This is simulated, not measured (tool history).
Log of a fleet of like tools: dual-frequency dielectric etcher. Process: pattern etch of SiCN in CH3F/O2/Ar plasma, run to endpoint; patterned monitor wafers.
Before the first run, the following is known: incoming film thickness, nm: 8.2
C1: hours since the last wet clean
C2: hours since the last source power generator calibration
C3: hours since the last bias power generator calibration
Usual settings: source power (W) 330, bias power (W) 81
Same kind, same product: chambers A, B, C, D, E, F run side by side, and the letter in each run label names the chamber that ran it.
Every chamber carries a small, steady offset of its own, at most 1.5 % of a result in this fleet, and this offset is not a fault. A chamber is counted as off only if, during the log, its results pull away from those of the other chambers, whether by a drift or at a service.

{"run": "1C", "hour": 5.5, "source power (W)": 330, "bias power (W)": 81, "C1": 298.8, "C2": 405.3, "C3": 1951.6, "endpoint time (s)": 22.561}
{"run": "2A", "hour": 14.6, "source power (W)": 330, "bias power (W)": 81, "C1": 197.5, "C2": 377.1, "C3": 363.1, "endpoint time (s)": 22.436}
{"run": "3E", "hour": 22.0, "source power (W)": 330, "bias power (W)": 81, "C1": 250.8, "C2": 1913.0, "C3": 1459.3, "endpoint time (s)": 22.599}
{"run": "4D", "hour": 34.0, "source power (W)": 330, "bias power (W)": 81, "C1": 480.9, "C2": 807.9, "C3": 1845.0, "endpoint time (s)": 22.232}
{"run": "5F", "hour": 42.5, "source power (W)": 330, "bias power (W)": 81, "C1": 378.9, "C2": 470.0, "C3": 3561.1, "endpoint time (s)": 22.631}
{"run": "6B", "hour": 52.9, "source power (W)": 360, "bias power (W)": 81, "C1": 171.4, "C2": 567.2, "C3": 3089.0, "endpoint time (s)": 21.965}
{"run": "7C", "hour": 62.5, "source power (W)": 360, "bias power (W)": 81, "C1": 355.8, "C2": 462.3, "C3": 2008.6, "endpoint time (s)": 21.981}
{"run": "8F", "hour": 70.2, "source power (W)": 360, "bias power (W)": 81, "C1": 406.6, "C2": 497.7, "C3": 3588.8, "endpoint time (s)": 21.835}
{"hour": 79.7, "done": "chamber D: wet clean of the chamber"}
{"run": "9E", "hour": 82.6, "source power (W)": 360, "bias power (W)": 81, "C1": 311.4, "C2": 1973.6, "C3": 1519.9, "endpoint time (s)": 21.644}
{"run": "10A", "hour": 89.0, "source power (W)": 360, "bias power (W)": 81, "C1": 271.9, "C2": 451.5, "C3": 437.5, "endpoint time (s)": 21.715}
{"run": "11D", "hour": 101.2, "source power (W)": 360, "bias power (W)": 81, "C1": 21.6, "C2": 875.1, "C3": 1912.2, "endpoint time (s)": 21.403}
{"run": "12B", "hour": 111.8, "source power (W)": 330, "bias power (W)": 81, "C1": 230.3, "C2": 626.1, "C3": 3147.9, "endpoint time (s)": 22.395}
{"hour": 116.1, "done": "chamber E: wet clean of the chamber"}
{"run": "13D", "hour": 118.8, "source power (W)": 330, "bias power (W)": 81, "C1": 39.2, "C2": 892.7, "C3": 1929.8, "endpoint time (s)": 22.32}
{"run": "14A", "hour": 125.9, "source power (W)": 330, "bias power (W)": 81, "C1": 308.8, "C2": 488.4, "C3": 474.4, "endpoint time (s)": 22.467}
{"run": "15B", "hour": 138.0, "source power (W)": 330, "bias power (W)": 81, "C1": 256.5, "C2": 652.3, "C3": 3174.1, "endpoint time (s)": 22.269}
{"hour": 144.5, "done": "chamber B: bias power generator calibrated"}
{"run": "16E", "hour": 145.1, "source power (W)": 290, "bias power (W)": 81, "C1": 29.0, "C2": 2036.1, "C3": 1582.4, "endpoint time (s)": 23.685}
{"run": "17C", "hour": 151.2, "source power (W)": 290, "bias power (W)": 81, "C1": 444.5, "C2": 551.0, "C3": 2097.3, "endpoint time (s)": 23.663}
{"run": "18F", "hour": 158.5, "source power (W)": 290, "bias power (W)": 81, "C1": 494.9, "C2": 586.0, "C3": 3677.1, "endpoint time (s)": 23.726}
{"hour": 163.4, "done": "chamber F: wet clean of the chamber"}
{"run": "19B", "hour": 164.1, "source power (W)": 290, "bias power (W)": 81, "C1": 282.6, "C2": 678.4, "C3": 19.7, "endpoint time (s)": 23.347}
{"run": "20D", "hour": 170.9, "source power (W)": 290, "bias power (W)": 81, "C1": 91.3, "C2": 944.8, "C3": 1981.9, "endpoint time (s)": 23.262}
{"run": "21C", "hour": 181.9, "source power (W)": 290, "bias power (W)": 81, "C1": 475.2, "C2": 581.7, "C3": 2128.0, "endpoint time (s)": 23.807}
{"run": "22F", "hour": 188.6, "source power (W)": 330, "bias power (W)": 81, "C1": 25.2, "C2": 616.1, "C3": 3707.2, "endpoint time (s)": 22.681}
{"run": "23E", "hour": 199.2, "source power (W)": 330, "bias power (W)": 81, "C1": 83.1, "C2": 2090.2, "C3": 1636.5, "endpoint time (s)": 22.55}
{"run": "24A", "hour": 209.8, "source power (W)": 400, "bias power (W)": 63, "C1": 392.7, "C2": 572.3, "C3": 558.3, "endpoint time (s)": 22.807}
{"run": "25A", "hour": 221.9, "source power (W)": 400, "bias power (W)": 63, "C1": 404.8, "C2": 584.4, "C3": 570.4, "endpoint time (s)": 22.996}
{"run": "26E", "hour": 232.5, "source power (W)": 400, "bias power (W)": 63, "C1": 116.4, "C2": 2123.5, "C3": 1669.8, "endpoint time (s)": 22.788}
{"run": "27B", "hour": 240.7, "source power (W)": 400, "bias power (W)": 63, "C1": 359.2, "C2": 755.0, "C3": 96.3, "endpoint time (s)": 22.507}
{"run": "28D", "hour": 246.7, "source power (W)": 400, "bias power (W)": 63, "C1": 167.1, "C2": 1020.6, "C3": 2057.7, "endpoint time (s)": 22.742}
{"run": "29F", "hour": 252.0, "source power (W)": 400, "bias power (W)": 63, "C1": 88.6, "C2": 679.5, "C3": 3770.6, "endpoint time (s)": 22.968}
{"run": "30C", "hour": 263.7, "source power (W)": 330, "bias power (W)": 81, "C1": 557.0, "C2": 663.5, "C3": 2209.8, "endpoint time (s)": 22.645}
{"run": "31B", "hour": 270.3, "source power (W)": 330, "bias power (W)": 81, "C1": 388.8, "C2": 784.6, "C3": 125.9, "endpoint time (s)": 22.09}
{"run": "32E", "hour": 278.3, "source power (W)": 270, "bias power (W)": 98, "C1": 162.2, "C2": 2169.3, "C3": 1715.6, "endpoint time (s)": 22.725}
{"run": "33A", "hour": 284.6, "source power (W)": 270, "bias power (W)": 98, "C1": 467.5, "C2": 647.1, "C3": 633.1, "endpoint time (s)": 22.583}
{"run": "34F", "hour": 295.8, "source power (W)": 270, "bias power (W)": 98, "C1": 132.4, "C2": 723.3, "C3": 3814.4, "endpoint time (s)": 22.694}
{"hour": 299.7, "done": "chamber C: wet clean of the chamber"}
{"run": "35C", "hour": 304.1, "source power (W)": 270, "bias power (W)": 98, "C1": 4.5, "C2": 703.9, "C3": 2250.2, "endpoint time (s)": 22.749}
{"run": "36D", "hour": 311.9, "source power (W)": 270, "bias power (W)": 98, "C1": 232.3, "C2": 1085.8, "C3": 2122.9, "endpoint time (s)": 22.314}

All chambers now run identical settings, listed one chamber a line with results as question marks. What results will each chamber show?
{"run": "37A", "hour": 320.8, "source power (W)": 330, "bias power (W)": 81, "endpoint time (s)": "?"}
{"run": "37B", "hour": 320.8, "source power (W)": 330, "bias power (W)": 81, "endpoint time (s)": "?"}
{"run": "37C", "hour": 320.8, "source power (W)": 330, "bias power (W)": 81, "endpoint time (s)": "?"}
{"run": "37D", "hour": 320.8, "source power (W)": 330, "bias power (W)": 81, "endpoint time (s)": "?"}
{"run": "37E", "hour": 320.8, "source power (W)": 330, "bias power (W)": 81, "endpoint time (s)": "?"}
{"run": "37F", "hour": 320.8, "source power (W)": 330, "bias power (W)": 81, "endpoint time (s)": "?"}

run=37A endpoint_time_(s)=22.569
run=37B endpoint_time_(s)=21.986
run=37C endpoint_time_(s)=22.664
run=37D endpoint_time_(s)=22.228
run=37E endpoint_time_(s)=22.558
run=37F endpoint_time_(s)=22.390
